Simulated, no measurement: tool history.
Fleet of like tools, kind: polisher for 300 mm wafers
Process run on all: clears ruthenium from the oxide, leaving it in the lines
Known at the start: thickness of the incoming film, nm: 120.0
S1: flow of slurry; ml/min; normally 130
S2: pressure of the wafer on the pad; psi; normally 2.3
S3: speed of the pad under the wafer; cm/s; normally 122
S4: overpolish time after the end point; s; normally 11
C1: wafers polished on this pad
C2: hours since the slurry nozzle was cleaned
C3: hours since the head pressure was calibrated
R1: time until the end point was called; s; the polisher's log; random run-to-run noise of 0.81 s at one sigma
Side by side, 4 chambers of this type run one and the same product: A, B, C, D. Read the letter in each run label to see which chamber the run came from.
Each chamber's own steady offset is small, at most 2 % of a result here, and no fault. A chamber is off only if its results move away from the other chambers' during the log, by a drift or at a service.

{"hour": 2.1, "done": "chamber C: slurry nozzle cleaned"}
{"hour": 3.1, "done": "chamber D: worn pad replaced by a new one"}
{"run": "1C", "hour": 6.7, "S1": 130, "S2": 2.3, "S3": 122, "S4": 11, "C1": 392, "C2": 4.6, "C3": 256.4, "R1": 69.678}
{"hour": 11.4, "done": "chamber A: head pressure recalibrated"}
{"run": "2D", "hour": 14.6, "S1": 130, "S2": 2.3, "S3": 122, "S4": 11, "C1": 140, "C2": 370.0, "C3": 415.9, "R1": 69.883}
{"run": "3A", "hour": 20.6, "S1": 130, "S2": 2.3, "S3": 122, "S4": 11, "C1": 991, "C2": 346.1, "C3": 9.2, "R1": 70.315}
{"run": "4B", "hour": 29.6, "S1": 130, "S2": 2.3, "S3": 122, "S4": 11, "C1": 868, "C2": 321.3, "C3": 232.0, "R1": 69.516}
{"hour": 35.0, "done": "chamber C: worn pad replaced by a new one"}
{"run": "5C", "hour": 38.7, "S1": 130, "S2": 2.3, "S3": 122, "S4": 11, "C1": 45, "C2": 36.6, "C3": 288.4, "R1": 70.274}
{"run": "6A", "hour": 44.8, "S1": 130, "S2": 2.3, "S3": 122, "S4": 11, "C1": 1284, "C2": 370.3, "C3": 33.4, "R1": 71.324}
{"run": "7D", "hour": 53.9, "S1": 130, "S2": 2.3, "S3": 122, "S4": 11, "C1": 616, "C2": 409.3, "C3": 455.2, "R1": 70.569}
{"run": "8B", "hour": 58.5, "S1": 130, "S2": 2.3, "S3": 122, "S4": 11, "C1": 1218, "C2": 350.2, "C3": 260.9, "R1": 70.074}
{"hour": 60.6, "done": "chamber B: worn pad replaced by a new one"}
{"hour": 64.1, "done": "chamber D: worn pad replaced by a new one"}
{"run": "9C", "hour": 66.2, "S1": 130, "S2": 2.3, "S3": 122, "S4": 11, "C1": 379, "C2": 64.1, "C3": 315.9, "R1": 70.237}
{"run": "10D", "hour": 74.9, "S1": 130, "S2": 2.3, "S3": 122, "S4": 11, "C1": 130, "C2": 430.3, "C3": 476.2, "R1": 70.498}
{"hour": 76.7, "done": "chamber A: slurry nozzle cleaned"}
{"run": "11A", "hour": 81.0, "S1": 130, "S2": 2.3, "S3": 122, "S4": 11, "C1": 1723, "C2": 4.3, "C3": 69.6, "R1": 72.943}
{"run": "12B", "hour": 87.7, "S1": 130, "S2": 2.3, "S3": 122, "S4": 11, "C1": 329, "C2": 379.4, "C3": 290.1, "R1": 69.875}
{"run": "13A", "hour": 93.2, "S1": 130, "S2": 2.3, "S3": 94, "S4": 11, "C1": 1871, "C2": 16.5, "C3": 81.8, "R1": 94.844}
{"run": "14D", "hour": 101.7, "S1": 130, "S2": 2.3, "S3": 94, "S4": 11, "C1": 455, "C2": 457.1, "C3": 503.0, "R1": 91.441}
{"hour": 102.6, "done": "chamber C: worn pad replaced by a new one"}
{"run": "15B", "hour": 109.8, "S1": 130, "S2": 2.3, "S3": 94, "S4": 11, "C1": 597, "C2": 401.5, "C3": 312.2, "R1": 91.571}
{"hour": 115.7, "done": "chamber D: worn pad replaced by a new one"}
{"run": "16C", "hour": 118.9, "S1": 130, "S2": 2.3, "S3": 94, "S4": 11, "C1": 198, "C2": 116.8, "C3": 368.6, "R1": 94.133}
{"run": "17D", "hour": 126.0, "S1": 130, "S2": 2.3, "S3": 122, "S4": 11, "C1": 125, "C2": 481.4, "C3": 527.3, "R1": 70.497}
{"run": "18A", "hour": 133.6, "S1": 130, "S2": 2.3, "S3": 122, "S4": 11, "C1": 2361, "C2": 56.9, "C3": 122.2, "R1": 74.743}
{"hour": 136.4, "done": "chamber B: slurry nozzle cleaned"}
{"run": "19C", "hour": 141.4, "S1": 130, "S2": 2.3, "S3": 122, "S4": 11, "C1": 471, "C2": 139.3, "C3": 391.1, "R1": 71.901}
{"hour": 143.7, "done": "chamber B: worn pad replaced by a new one"}
{"run": "20B", "hour": 150.3, "S1": 130, "S2": 2.3, "S3": 122, "S4": 11, "C1": 80, "C2": 14.0, "C3": 352.7, "R1": 70.827}
{"run": "21A", "hour": 156.3, "S1": 130, "S2": 2.3, "S3": 122, "S4": 11, "C1": 2637, "C2": 79.6, "C3": 144.9, "R1": 76.789}
{"hour": 162.4, "done": "chamber D: worn pad replaced by a new one"}
{"run": "22D", "hour": 163.6, "S1": 130, "S2": 2.3, "S3": 122, "S4": 17, "C1": 15, "C2": 519.0, "C3": 564.9, "R1": 71.027}
{"hour": 165.3, "done": "chamber C: worn pad replaced by a new one"}
{"run": "23B", "hour": 168.9, "S1": 130, "S2": 2.3, "S3": 122, "S4": 17, "C1": 306, "C2": 32.6, "C3": 371.3, "R1": 69.916}
{"run": "24C", "hour": 178.0, "S1": 130, "S2": 2.3, "S3": 122, "S4": 17, "C1": 155, "C2": 175.9, "C3": 427.7, "R1": 71.058}
{"run": "25A", "hour": 185.8, "S1": 130, "S2": 2.3, "S3": 122, "S4": 17, "C1": 2994, "C2": 109.1, "C3": 174.4, "R1": 78.144}
{"run": "26C", "hour": 191.9, "S1": 130, "S2": 2.3, "S3": 122, "S4": 11, "C1": 323, "C2": 189.8, "C3": 441.6, "R1": 71.882}

All chambers now run identical settings, listed one chamber a line with results as question marks. What results will each chamber show?
{"run": "27A", "hour": 199.3, "S1": 130, "S2": 2.3, "S3": 122, "S4": 11, "R1": "?"}
{"run": "27B", "hour": 199.3, "S1": 130, "S2": 2.3, "S3": 122, "S4": 11, "R1": "?"}
{"run": "27C", "hour": 199.3, "S1": 130, "S2": 2.3, "S3": 122, "S4": 11, "R1": "?"}
{"run": "27D", "hour": 199.3, "S1": 130, "S2": 2.3, "S3": 122, "S4": 11, "R1": "?"}

run=27A R1=80.143
run=27B R1=69.408
run=27C R1=71.225
run=27D R1=70.879
